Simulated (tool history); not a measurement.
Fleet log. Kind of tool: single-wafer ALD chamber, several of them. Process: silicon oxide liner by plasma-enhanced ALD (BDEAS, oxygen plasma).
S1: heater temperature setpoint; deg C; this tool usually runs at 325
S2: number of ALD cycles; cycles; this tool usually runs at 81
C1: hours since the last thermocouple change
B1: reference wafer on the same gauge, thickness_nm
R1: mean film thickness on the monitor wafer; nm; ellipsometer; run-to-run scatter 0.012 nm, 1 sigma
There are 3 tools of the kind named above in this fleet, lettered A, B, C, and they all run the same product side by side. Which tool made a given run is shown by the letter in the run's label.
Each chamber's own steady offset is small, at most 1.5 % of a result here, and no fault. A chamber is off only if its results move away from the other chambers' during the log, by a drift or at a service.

{"run": "1A", "day": 0.258, "S1": 325, "S2": 81, "C1": 77.4, "B1": 7.781, "R1": 7.2765}
{"run": "2C", "day": 0.508, "S1": 325, "S2": 81, "C1": 1126.4, "B1": 7.7843, "R1": 7.2119}
{"run": "3B", "day": 0.725, "S1": 325, "S2": 81, "C1": 1915.7, "B1": 7.7848, "R1": 7.3122}
{"run": "4A", "day": 0.925, "S1": 325, "S2": 81, "C1": 93.4, "B1": 7.787, "R1": 7.2517}
{"run": "5C", "day": 1.142, "S1": 325, "S2": 81, "C1": 1141.6, "B1": 7.7903, "R1": 7.1969}
{"run": "6B", "day": 1.371, "S1": 325, "S2": 81, "C1": 1931.2, "B1": 7.7909, "R1": 7.339}
{"run": "7B", "day": 1.525, "S1": 325, "S2": 81, "C1": 1934.9, "B1": 7.7938, "R1": 7.3356}
{"run": "8A", "day": 1.788, "S1": 325, "S2": 81, "C1": 114.1, "B1": 7.8003, "R1": 7.2523}
{"run": "9C", "day": 1.925, "S1": 325, "S2": 81, "C1": 1160.4, "B1": 7.7951, "R1": 7.2066}
{"run": "10A", "day": 2.1, "S1": 325, "S2": 81, "C1": 121.6, "B1": 7.796, "R1": 7.248}
{"run": "11B", "day": 2.267, "S1": 325, "S2": 81, "C1": 1952.7, "B1": 7.8018, "R1": 7.3261}
{"run": "12C", "day": 2.488, "S1": 325, "S2": 81, "C1": 1173.9, "B1": 7.8026, "R1": 7.2045}
{"run": "13A", "day": 2.612, "S1": 336, "S2": 94, "C1": 133.9, "B1": 7.8028, "R1": 8.3068}
{"run": "14B", "day": 2.812, "S1": 336, "S2": 94, "C1": 1965.8, "B1": 7.8061, "R1": 8.361}
{"run": "15C", "day": 3.025, "S1": 336, "S2": 94, "C1": 1186.8, "B1": 7.8084, "R1": 8.2538}
{"run": "16A", "day": 3.283, "S1": 325, "S2": 81, "C1": 150, "B1": 7.8104, "R1": 7.2944}
{"run": "17B", "day": 3.512, "S1": 337, "S2": 81, "C1": 1982.6, "B1": 7.8094, "R1": 7.1944}
{"run": "18C", "day": 3.771, "S1": 337, "S2": 81, "C1": 1204.7, "B1": 7.8119, "R1": 7.1161}
{"run": "19A", "day": 3.979, "S1": 337, "S2": 81, "C1": 166.7, "B1": 7.8145, "R1": 7.1245}
{"run": "20C", "day": 4.221, "S1": 325, "S2": 81, "C1": 1215.5, "B1": 7.8143, "R1": 7.2357}
{"run": "21B", "day": 4.408, "S1": 325, "S2": 81, "C1": 2004.1, "B1": 7.8184, "R1": 7.3238}
{"run": "22A", "day": 4.604, "S1": 325, "S2": 81, "C1": 181.7, "B1": 7.8227, "R1": 7.2939}
{"run": "23C", "day": 4.838, "S1": 331, "S2": 91, "C1": 1230.3, "B1": 7.8229, "R1": 8.0779}
{"run": "24B", "day": 5.104, "S1": 331, "S2": 91, "C1": 2020.8, "B1": 7.8263, "R1": 8.1786}
{"run": "25B", "day": 5.346, "S1": 331, "S2": 91, "C1": 2026.6, "B1": 7.8251, "R1": 8.1922}
{"run": "26C", "day": 5.475, "S1": 325, "S2": 81, "C1": 1245.6, "B1": 7.8282, "R1": 7.2414}
{"run": "27A", "day": 5.692, "S1": 325, "S2": 81, "C1": 207.8, "B1": 7.8286, "R1": 7.2978}
{"run": "28C", "day": 5.842, "S1": 325, "S2": 81, "C1": 1254.4, "B1": 7.8333, "R1": 7.2271}
{"run": "29B", "day": 5.958, "S1": 325, "S2": 81, "C1": 2041.3, "B1": 7.835, "R1": 7.337}
{"run": "30A", "day": 6.108, "S1": 325, "S2": 81, "C1": 217.8, "B1": 7.835, "R1": 7.3076}

Predict what each chamber gives when all 3 of them run the settings below next.
{"run": "31A", "day": 6.3, "S1": 325, "S2": 81, "R1": "?"}
{"run": "31B", "day": 6.3, "S1": 325, "S2": 81, "R1": "?"}
{"run": "31C", "day": 6.3, "S1": 325, "S2": 81, "R1": "?"}

run=31A R1=7.2868
run=31B R1=7.3363
run=31C R1=7.2501
